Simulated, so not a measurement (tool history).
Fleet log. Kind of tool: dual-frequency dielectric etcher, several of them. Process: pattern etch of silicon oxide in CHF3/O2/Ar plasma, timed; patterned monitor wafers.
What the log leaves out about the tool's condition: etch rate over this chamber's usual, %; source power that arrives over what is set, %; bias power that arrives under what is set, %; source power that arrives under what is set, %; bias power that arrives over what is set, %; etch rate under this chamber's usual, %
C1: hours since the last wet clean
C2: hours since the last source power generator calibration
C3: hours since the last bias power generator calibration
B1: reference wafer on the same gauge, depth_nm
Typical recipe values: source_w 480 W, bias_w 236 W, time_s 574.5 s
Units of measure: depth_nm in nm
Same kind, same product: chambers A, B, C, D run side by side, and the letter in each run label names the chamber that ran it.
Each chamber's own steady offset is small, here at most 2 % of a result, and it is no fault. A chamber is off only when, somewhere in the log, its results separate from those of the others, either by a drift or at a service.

{"hour": 8.8, "done": "chamber A: wet clean of the chamber"}
{"run": "1D", "hour": 9.9, "source_w": 480, "bias_w": 236, "time_s": 574.5, "C1": 86, "C2": 1877.7, "C3": 527.2, "B1": 1030.5, "depth_nm": 1163.5}
{"run": "2A", "hour": 19.9, "source_w": 480, "bias_w": 236, "time_s": 574.5, "C1": 11.2, "C2": 2504.1, "C3": 4361.5, "B1": 1030.5, "depth_nm": 1143.7}
{"run": "3B", "hour": 30.0, "source_w": 480, "bias_w": 236, "time_s": 574.5, "C1": 327.8, "C2": 2711, "C3": 1452.4, "B1": 1030.8, "depth_nm": 1156.2}
{"run": "4C", "hour": 35.8, "source_w": 480, "bias_w": 236, "time_s": 574.5, "C1": 383.9, "C2": 4047.9, "C3": 1378.2, "B1": 1031.2, "depth_nm": 1139.7}
{"run": "5A", "hour": 41.5, "source_w": 480, "bias_w": 236, "time_s": 574.5, "C1": 32.8, "C2": 2525.7, "C3": 4383.1, "B1": 1031.1, "depth_nm": 1150.7}
{"run": "6D", "hour": 47.8, "source_w": 480, "bias_w": 236, "time_s": 574.5, "C1": 123.9, "C2": 1915.6, "C3": 565.1, "B1": 1030.9, "depth_nm": 1167.9}
{"run": "7C", "hour": 54.2, "source_w": 480, "bias_w": 236, "time_s": 574.5, "C1": 402.3, "C2": 4066.3, "C3": 1396.6, "B1": 1030.9, "depth_nm": 1143.4}
{"run": "8B", "hour": 61.4, "source_w": 480, "bias_w": 236, "time_s": 574.5, "C1": 359.2, "C2": 2742.4, "C3": 1483.8, "B1": 1030.9, "depth_nm": 1152.9}
{"run": "9B", "hour": 71.3, "source_w": 480, "bias_w": 236, "time_s": 574.5, "C1": 369.1, "C2": 2752.3, "C3": 1493.7, "B1": 1031.6, "depth_nm": 1153.6}
{"run": "10A", "hour": 78.4, "source_w": 480, "bias_w": 236, "time_s": 574.5, "C1": 69.7, "C2": 2562.6, "C3": 4420, "B1": 1031.2, "depth_nm": 1153.8}
{"run": "11C", "hour": 84.7, "source_w": 530, "bias_w": 236, "time_s": 654.5, "C1": 432.8, "C2": 4096.8, "C3": 1427.1, "B1": 1031.5, "depth_nm": 1352.5}
{"run": "12D", "hour": 94.4, "source_w": 530, "bias_w": 236, "time_s": 654.5, "C1": 170.5, "C2": 1962.2, "C3": 611.7, "B1": 1031.7, "depth_nm": 1385.3}
{"run": "13D", "hour": 99.9, "source_w": 530, "bias_w": 236, "time_s": 654.5, "C1": 176, "C2": 1967.7, "C3": 617.2, "B1": 1032.5, "depth_nm": 1382.3}
{"run": "14A", "hour": 111.6, "source_w": 530, "bias_w": 236, "time_s": 654.5, "C1": 102.9, "C2": 2595.8, "C3": 4453.2, "B1": 1031.7, "depth_nm": 1358.9}
{"run": "15B", "hour": 122.0, "source_w": 480, "bias_w": 236, "time_s": 574.5, "C1": 419.8, "C2": 2803, "C3": 1544.4, "B1": 1032.5, "depth_nm": 1154.3}
{"run": "16C", "hour": 130.2, "source_w": 480, "bias_w": 236, "time_s": 574.5, "C1": 478.3, "C2": 4142.3, "C3": 1472.6, "B1": 1032.3, "depth_nm": 1144.7}
{"run": "17C", "hour": 139.1, "source_w": 480, "bias_w": 236, "time_s": 574.5, "C1": 487.2, "C2": 4151.2, "C3": 1481.5, "B1": 1032.7, "depth_nm": 1144.1}
{"run": "18B", "hour": 147.1, "source_w": 480, "bias_w": 236, "time_s": 574.5, "C1": 444.9, "C2": 2828.1, "C3": 1569.5, "B1": 1032.9, "depth_nm": 1157.4}
{"run": "19D", "hour": 154.1, "source_w": 480, "bias_w": 236, "time_s": 574.5, "C1": 230.2, "C2": 2021.9, "C3": 671.4, "B1": 1033, "depth_nm": 1169.7}
{"run": "20A", "hour": 165.3, "source_w": 480, "bias_w": 236, "time_s": 574.5, "C1": 156.6, "C2": 2649.5, "C3": 4506.9, "B1": 1033.2, "depth_nm": 1148.2}
{"run": "21A", "hour": 175.7, "source_w": 480, "bias_w": 236, "time_s": 574.5, "C1": 167, "C2": 2659.9, "C3": 4517.3, "B1": 1032.9, "depth_nm": 1150.8}
{"run": "22C", "hour": 185.8, "source_w": 480, "bias_w": 236, "time_s": 574.5, "C1": 533.9, "C2": 4197.9, "C3": 1528.2, "B1": 1033.6, "depth_nm": 1143.9}
{"run": "23D", "hour": 196.8, "source_w": 480, "bias_w": 236, "time_s": 574.5, "C1": 272.9, "C2": 2064.6, "C3": 714.1, "B1": 1033.9, "depth_nm": 1168}
{"run": "24B", "hour": 205.9, "source_w": 480, "bias_w": 236, "time_s": 574.5, "C1": 503.7, "C2": 2886.9, "C3": 1628.3, "B1": 1034.5, "depth_nm": 1155.7}
{"run": "25D", "hour": 216.7, "source_w": 480, "bias_w": 236, "time_s": 574.5, "C1": 292.8, "C2": 2084.5, "C3": 734, "B1": 1034.1, "depth_nm": 1167.2}
{"run": "26B", "hour": 226.3, "source_w": 480, "bias_w": 236, "time_s": 574.5, "C1": 524.1, "C2": 2907.3, "C3": 1648.7, "B1": 1034.6, "depth_nm": 1155.9}
{"hour": 231.1, "done": "chamber B: wet clean of the chamber"}
{"run": "27A", "hour": 235.1, "source_w": 480, "bias_w": 236, "time_s": 574.5, "C1": 226.4, "C2": 2719.3, "C3": 4576.7, "B1": 1034.6, "depth_nm": 1153.5}
{"run": "28C", "hour": 242.5, "source_w": 480, "bias_w": 236, "time_s": 574.5, "C1": 590.6, "C2": 4254.6, "C3": 1584.9, "B1": 1034.7, "depth_nm": 1146.1}
{"run": "29A", "hour": 254.0, "source_w": 480, "bias_w": 236, "time_s": 574.5, "C1": 245.3, "C2": 2738.2, "C3": 4595.6, "B1": 1034.3, "depth_nm": 1150}
{"run": "30C", "hour": 262.5, "source_w": 480, "bias_w": 236, "time_s": 574.5, "C1": 610.6, "C2": 4274.6, "C3": 1604.9, "B1": 1034.9, "depth_nm": 1145.4}
{"hour": 267.3, "done": "chamber C: wet clean of the chamber"}
{"run": "31B", "hour": 269.9, "source_w": 370, "bias_w": 215, "time_s": 574.5, "C1": 38.9, "C2": 2950.9, "C3": 1692.3, "B1": 1035.4, "depth_nm": 1010.8}
{"run": "32D", "hour": 280.4, "source_w": 370, "bias_w": 215, "time_s": 574.5, "C1": 356.5, "C2": 2148.2, "C3": 797.7, "B1": 1035.5, "depth_nm": 1027.9}
{"run": "33A", "hour": 287.0, "source_w": 370, "bias_w": 215, "time_s": 574.5, "C1": 278.3, "C2": 2771.2, "C3": 4628.6, "B1": 1035.1, "depth_nm": 1012.5}
{"run": "34B", "hour": 292.1, "source_w": 370, "bias_w": 215, "time_s": 574.5, "C1": 61.1, "C2": 2973.1, "C3": 1714.5, "B1": 1035.6, "depth_nm": 1014.9}
{"run": "35D", "hour": 300.6, "source_w": 480, "bias_w": 236, "time_s": 574.5, "C1": 376.7, "C2": 2168.4, "C3": 817.9, "B1": 1036.1, "depth_nm": 1171}
{"hour": 303.3, "done": "chamber A: bias power generator calibrated"}
{"run": "36C", "hour": 309.6, "source_w": 480, "bias_w": 236, "time_s": 574.5, "C1": 42.4, "C2": 4321.7, "C3": 1652, "B1": 1035.9, "depth_nm": 1149.7}
{"run": "37C", "hour": 315.6, "source_w": 480, "bias_w": 236, "time_s": 574.5, "C1": 48.4, "C2": 4327.7, "C3": 1658, "B1": 1036.3, "depth_nm": 1150.1}
{"run": "38B", "hour": 324.7, "source_w": 480, "bias_w": 236, "time_s": 574.5, "C1": 93.7, "C2": 3005.7, "C3": 1747.1, "B1": 1035.9, "depth_nm": 1158}
{"run": "39A", "hour": 335.5, "source_w": 480, "bias_w": 236, "time_s": 574.5, "C1": 326.8, "C2": 2819.7, "C3": 32.3, "B1": 1036.4, "depth_nm": 1155.6}
{"run": "40D", "hour": 341.1, "source_w": 480, "bias_w": 236, "time_s": 574.5, "C1": 417.2, "C2": 2208.9, "C3": 858.4, "B1": 1036.7, "depth_nm": 1174.8}
{"hour": 341.7, "done": "chamber C: source power generator calibrated"}
{"run": "41C", "hour": 350.1, "source_w": 480, "bias_w": 236, "time_s": 574.5, "C1": 82.9, "C2": 8.5, "C3": 1692.5, "B1": 1036.9, "depth_nm": 1148.8}
{"run": "42D", "hour": 357.7, "source_w": 480, "bias_w": 236, "time_s": 574.5, "C1": 433.8, "C2": 2225.5, "C3": 875, "B1": 1037.1, "depth_nm": 1173.6}

Is one chamber out of step, is the gauge drifting, or do the chambers differ by no more than their own small offsets? For an off chamber, give its letter and the likeliest cause.

The shared gauge is drifting. All chambers look as if they move in step, but none is off.
What lies behind it: gauge reads high (%) = 0.68.

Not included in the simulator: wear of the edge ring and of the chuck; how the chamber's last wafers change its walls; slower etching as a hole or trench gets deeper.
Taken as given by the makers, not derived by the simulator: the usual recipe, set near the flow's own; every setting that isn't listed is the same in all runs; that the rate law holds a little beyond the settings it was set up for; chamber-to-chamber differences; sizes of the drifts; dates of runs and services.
